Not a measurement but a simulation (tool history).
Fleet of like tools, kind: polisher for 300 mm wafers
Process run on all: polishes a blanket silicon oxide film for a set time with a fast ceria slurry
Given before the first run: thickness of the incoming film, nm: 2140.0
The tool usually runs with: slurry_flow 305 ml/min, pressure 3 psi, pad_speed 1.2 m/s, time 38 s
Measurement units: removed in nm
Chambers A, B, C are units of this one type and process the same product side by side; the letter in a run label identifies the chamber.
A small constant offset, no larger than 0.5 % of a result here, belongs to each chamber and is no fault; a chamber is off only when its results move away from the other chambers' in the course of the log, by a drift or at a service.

run   hour  slurry_flow  pressure  pad_speed  time  wafers polished on this pad  hours since the slurry nozzle was cleaned  hours since the head pressure was calibrated  removed
 1A    9.5          305         3        1.2    38                          548                                      210.8                                         890.6   884.69
 2B   16.8          305         3        1.2    38                          798                                       41.3                                         753.3   881.08
      19.7  -- chamber A: worn pad replaced by a new one
      24.4  -- chamber C: worn pad replaced by a new one
 3C   31.2          305         3        1.2    38                          116                                       55.4                                         215.7   896.82
      34.8  -- chamber B: worn pad replaced by a new one
 4C   43.9          305         3        1.2    38                          334                                       68.1                                         228.4   880.42
 5A   56.5          305         3        1.2    38                          630                                      257.8                                         937.6   886.46
 6B   66.3          305         3        1.2    38                          540                                       90.8                                         802.8   901.80
      69.9  -- chamber A: worn pad replaced by a new one
 7A   77.3          305         3        1.2    38                          127                                      278.6                                         958.4   893.29
      82.8  -- chamber C: worn pad replaced by a new one
 8C   87.4          305         3        1.2    38                           79                                      111.6                                         271.9   919.55
      89.6  -- chamber A: head pressure recalibrated
      98.4  -- chamber B: worn pad replaced by a new one
 9B  100.7          305         3        1.2    38                           40                                      125.2                                         837.2   884.76
10B  113.8          305         3        1.2    38                          264                                      138.3                                         850.3   885.04
     118.4  -- chamber A: worn pad replaced by a new one
11C  123.7          305         3        1.2    38                          700                                      147.9                                         308.2   933.23
12A  131.2          305         3        1.2    38                          219                                      332.5                                          41.7   882.69
13B  145.5          305         3        1.2    38                          806                                      170.0                                         882.0   908.17
     147.9  -- chamber C: worn pad replaced by a new one
14A  154.5          305         3        1.2    38                          617                                      355.8                                          65.0   864.91
     156.9  -- chamber B: worn pad replaced by a new one
     166.5  -- chamber A: worn pad replaced by a new one
15C  167.6          305         3        1.2    38                          337                                      191.8                                         352.1   959.42
16C  178.0          305         3        1.2    38                          515                                      202.2                                         362.5   955.95
17A  189.8          305         3        1.2    38                          399                                      391.1                                         100.3   884.56
18B  203.7          305         3        1.2    38                          802                                      228.2                                         940.2   872.59
     215.4  -- chamber A: worn pad replaced by a new one
     215.5  -- chamber C: worn pad replaced by a new one
19A  218.2          305         3        1.2    38                           48                                      419.5                                         128.7   883.12
     222.3  -- chamber B: worn pad replaced by a new one
20B  230.0          265         3        1.2    38                          133                                      254.5                                         966.5   868.68
21C  238.4          265         3        1.2    38                          392                                      262.6                                         422.9   992.29

Is one chamber out of step, is the gauge drifting, or do the chambers differ by no more than their own small offsets? For an off chamber, give its letter and the likeliest cause.

One chamber, C, drifts off from the rest bit by bit.
Most likely cause: head's pressure above its setpoint, % = 11.7.

Which of the 4 candidates below, each the usual settings with something changed and its results left as question marks, puts chamber C back in line with what the other chambers give on the usual settings?
Allowed miss from the other chambers' usual-settings mean, per result, to count as in line: removed 31.00 nm
22C-1  250.0          305       2.9       1.20    37                                                                                                                              ?
22C-2  250.0          305       3.1       1.24    38                                                                                                                              ?
22C-3  250.0          305       3.0       1.20    43                                                                                                                              ?
22C-4  250.0          305       2.7       1.20    38                                                                                                                              ?

Usual-settings mean across the other chambers: removed 890.74 nm
  run  removed
22C-1   939.71
22C-2  1066.70
22C-3  1130.20
22C-4   897.81
22C-4 puts the chamber back in line with the other chambers.
